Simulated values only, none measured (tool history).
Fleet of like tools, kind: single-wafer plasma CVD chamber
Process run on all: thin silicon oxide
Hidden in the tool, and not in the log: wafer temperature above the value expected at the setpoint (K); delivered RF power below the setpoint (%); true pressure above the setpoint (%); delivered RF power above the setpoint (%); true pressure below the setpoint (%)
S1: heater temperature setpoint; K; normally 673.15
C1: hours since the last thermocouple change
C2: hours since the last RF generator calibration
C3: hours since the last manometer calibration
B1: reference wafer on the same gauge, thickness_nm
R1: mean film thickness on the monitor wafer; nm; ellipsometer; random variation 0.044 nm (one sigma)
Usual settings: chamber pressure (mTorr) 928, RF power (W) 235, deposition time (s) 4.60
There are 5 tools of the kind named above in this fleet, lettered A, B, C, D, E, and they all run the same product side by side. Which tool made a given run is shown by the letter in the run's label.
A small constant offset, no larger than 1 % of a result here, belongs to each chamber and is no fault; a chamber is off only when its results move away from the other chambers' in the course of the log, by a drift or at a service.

Run 1E, day 0.142: usual settings; C1 1042.2; C2 43.6; C3 2446.7; B1 8.6631. Result: R1 8.6365 nm.
Run 2C, day 0.221: usual settings; C1 199.7; C2 1172.2; C3 761.5; B1 8.6619. Result: R1 8.6414 nm.
Run 3D, day 0.342: usual settings; C1 1179.5; C2 700.5; C3 986.4; B1 8.6582. Result: R1 8.5670 nm.
Run 4A, day 0.438: usual settings; C1 1576.5; C2 406.3; C3 1737.4; B1 8.6506. Result: R1 8.6546 nm.
Run 5B, day 0.517: usual settings; C1 1717.9; C2 751.5; C3 1490.0; B1 8.6483. Result: R1 8.7179 nm.
Run 6E, day 0.596: usual settings; C1 1053.1; C2 54.5; C3 2457.6; B1 8.6496. Result: R1 8.7466 nm.
Run 7D, day 0.762: usual settings; C1 1189.6; C2 710.6; C3 996.5; B1 8.6525. Result: R1 8.5951 nm.
Run 8B, day 0.854: usual settings; C1 1726.0; C2 759.6; C3 1498.1; B1 8.6536. Result: R1 8.7594 nm.
Run 9A, day 0.938: usual settings but S1 687.15 K, chamber pressure (mTorr) 743; C1 1588.5; C2 418.3; C3 1749.4; B1 8.6497. Result: R1 6.9835 nm.
Run 10C, day 1.088: usual settings but S1 687.15 K, chamber pressure (mTorr) 743; C1 220.5; C2 1193.0; C3 782.3; B1 8.6481. Result: R1 6.9748 nm.
Run 11A, day 1.196: usual settings but S1 687.15 K, chamber pressure (mTorr) 743; C1 1594.7; C2 424.5; C3 1755.6; B1 8.6538. Result: R1 6.9929 nm.
At day 1.333: chamber E: thermocouple changed; heater temperature recalibrated.
Run 12E, day 1.346: usual settings but S1 687.15 K, chamber pressure (mTorr) 743; C1 0.3; C2 72.5; C3 2475.6; B1 8.6489. Result: R1 7.0584 nm.
Run 13D, day 1.479: usual settings but S1 687.15 K, chamber pressure (mTorr) 743; C1 1206.8; C2 727.8; C3 1013.7; B1 8.6448. Result: R1 6.9533 nm.
Run 14C, day 1.600: usual settings; C1 232.8; C2 1205.3; C3 794.6; B1 8.6412. Result: R1 8.5033 nm.
Run 15B, day 1.738: usual settings; C1 1747.2; C2 780.8; C3 1519.3; B1 8.6617. Result: R1 8.6650 nm.
Run 16C, day 1.896: usual settings; C1 239.9; C2 1212.4; C3 801.7; B1 8.6510. Result: R1 8.5802 nm.
Run 17B, day 2.033: usual settings; C1 1754.3; C2 787.9; C3 1526.4; B1 8.6406. Result: R1 8.7321 nm.
Run 18D, day 2.188: usual settings; C1 1223.8; C2 744.8; C3 1030.7; B1 8.6378. Result: R1 8.5999 nm.
Run 19A, day 2.300: usual settings; C1 1621.2; C2 451.0; C3 1782.1; B1 8.6538. Result: R1 8.6092 nm.
Run 20E, day 2.392: usual settings; C1 25.4; C2 97.6; C3 2500.7; B1 8.6472. Result: R1 8.6611 nm.
Run 21B, day 2.558: usual settings; C1 1766.9; C2 800.5; C3 1539.0; B1 8.6630. Result: R1 8.7250 nm.
Run 22E, day 2.692: usual settings but S1 682.15 K; C1 32.6; C2 104.8; C3 2507.9; B1 8.6469. Result: R1 8.6156 nm.
Run 23A, day 2.817: usual settings but S1 682.15 K; C1 1633.6; C2 463.4; C3 1794.5; B1 8.6540. Result: R1 8.6204 nm.
Run 24D, day 2.929: usual settings but S1 682.15 K; C1 1241.6; C2 762.6; C3 1048.5; B1 8.6473. Result: R1 8.6035 nm.
Run 25C, day 3.100: usual settings but S1 682.15 K; C1 268.8; C2 1241.3; C3 830.6; B1 8.6553. Result: R1 8.5257 nm.
Run 26C, day 3.267: usual settings but S1 682.15 K; C1 272.8; C2 1245.3; C3 834.6; B1 8.6359. Result: R1 8.5274 nm.
Run 27D, day 3.392: usual settings but S1 666.15 K, deposition time (s) 5.22; C1 1252.7; C2 773.7; C3 1059.6; B1 8.6532. Result: R1 9.7408 nm.
Run 28A, day 3.492: usual settings but S1 666.15 K, deposition time (s) 5.22; C1 1649.8; C2 479.6; C3 1810.7; B1 8.6509. Result: R1 9.8797 nm.
Run 29E, day 3.667: usual settings but S1 666.15 K, deposition time (s) 5.22; C1 56.0; C2 128.2; C3 2531.3; B1 8.6543. Result: R1 9.9379 nm.
Run 30B, day 3.838: usual settings but S1 666.15 K, deposition time (s) 5.22; C1 1797.6; C2 831.2; C3 1569.7; B1 8.6402. Result: R1 9.8893 nm.
Run 31B, day 4.004: usual settings but S1 666.15 K, deposition time (s) 5.22; C1 1801.6; C2 835.2; C3 1573.7; B1 8.6500. Result: R1 9.9501 nm.
Run 32D, day 4.112: usual settings but S1 685.15 K, chamber pressure (mTorr) 754; C1 1270.0; C2 791.0; C3 1076.9; B1 8.6536. Result: R1 7.1519 nm.
Run 33C, day 4.229: usual settings but S1 685.15 K, chamber pressure (mTorr) 754; C1 295.9; C2 1268.4; C3 857.7; B1 8.6522. Result: R1 7.0909 nm.
Run 34E, day 4.333: usual settings but S1 685.15 K, chamber pressure (mTorr) 754; C1 72.0; C2 144.2; C3 2547.3; B1 8.6593. Result: R1 7.1677 nm.
Run 35A, day 4.458: usual settings but S1 685.15 K, chamber pressure (mTorr) 754; C1 1673.0; C2 502.8; C3 1833.9; B1 8.6514. Result: R1 7.0960 nm.
Run 36A, day 4.617: usual settings but S1 685.15 K, chamber pressure (mTorr) 754; C1 1676.8; C2 506.6; C3 1837.7; B1 8.6505. Result: R1 7.1190 nm.
Run 37D, day 4.792: usual settings; C1 1286.3; C2 807.3; C3 1093.2; B1 8.6536. Result: R1 8.5965 nm.
Run 38C, day 4.888: usual settings; C1 311.7; C2 1284.2; C3 873.5; B1 8.6684. Result: R1 8.6191 nm.
Run 39B, day 4.983: usual settings; C1 1825.1; C2 858.7; C3 1597.2; B1 8.6467. Result: R1 8.7599 nm.
Run 40E, day 5.138: usual settings; C1 91.3; C2 163.5; C3 2566.6; B1 8.6390. Result: R1 8.6488 nm.
Run 41C, day 5.254: usual settings; C1 320.5; C2 1293.0; C3 882.3; B1 8.6545. Result: R1 8.5970 nm.
Run 42D, day 5.383: usual settings; C1 1300.5; C2 821.5; C3 1107.4; B1 8.6626. Result: R1 8.6056 nm.
Run 43A, day 5.488: usual settings; C1 1697.7; C2 527.5; C3 1858.6; B1 8.6433. Result: R1 8.5908 nm.

Next, all 5 chambers run the settings below, one line each with question marks for the results. What does each chamber give?
Run 44A, day 5.617: usual settings. Result: R1 ?.
Run 44B, day 5.617: usual settings. Result: R1 ?.
Run 44C, day 5.617: usual settings. Result: R1 ?.
Run 44D, day 5.617: usual settings. Result: R1 ?.
Run 44E, day 5.617: usual settings. Result: R1 ?.

run      R1
44A  8.5935
44B  8.7546
44C  8.6796
44D  8.5440
44E  8.5872

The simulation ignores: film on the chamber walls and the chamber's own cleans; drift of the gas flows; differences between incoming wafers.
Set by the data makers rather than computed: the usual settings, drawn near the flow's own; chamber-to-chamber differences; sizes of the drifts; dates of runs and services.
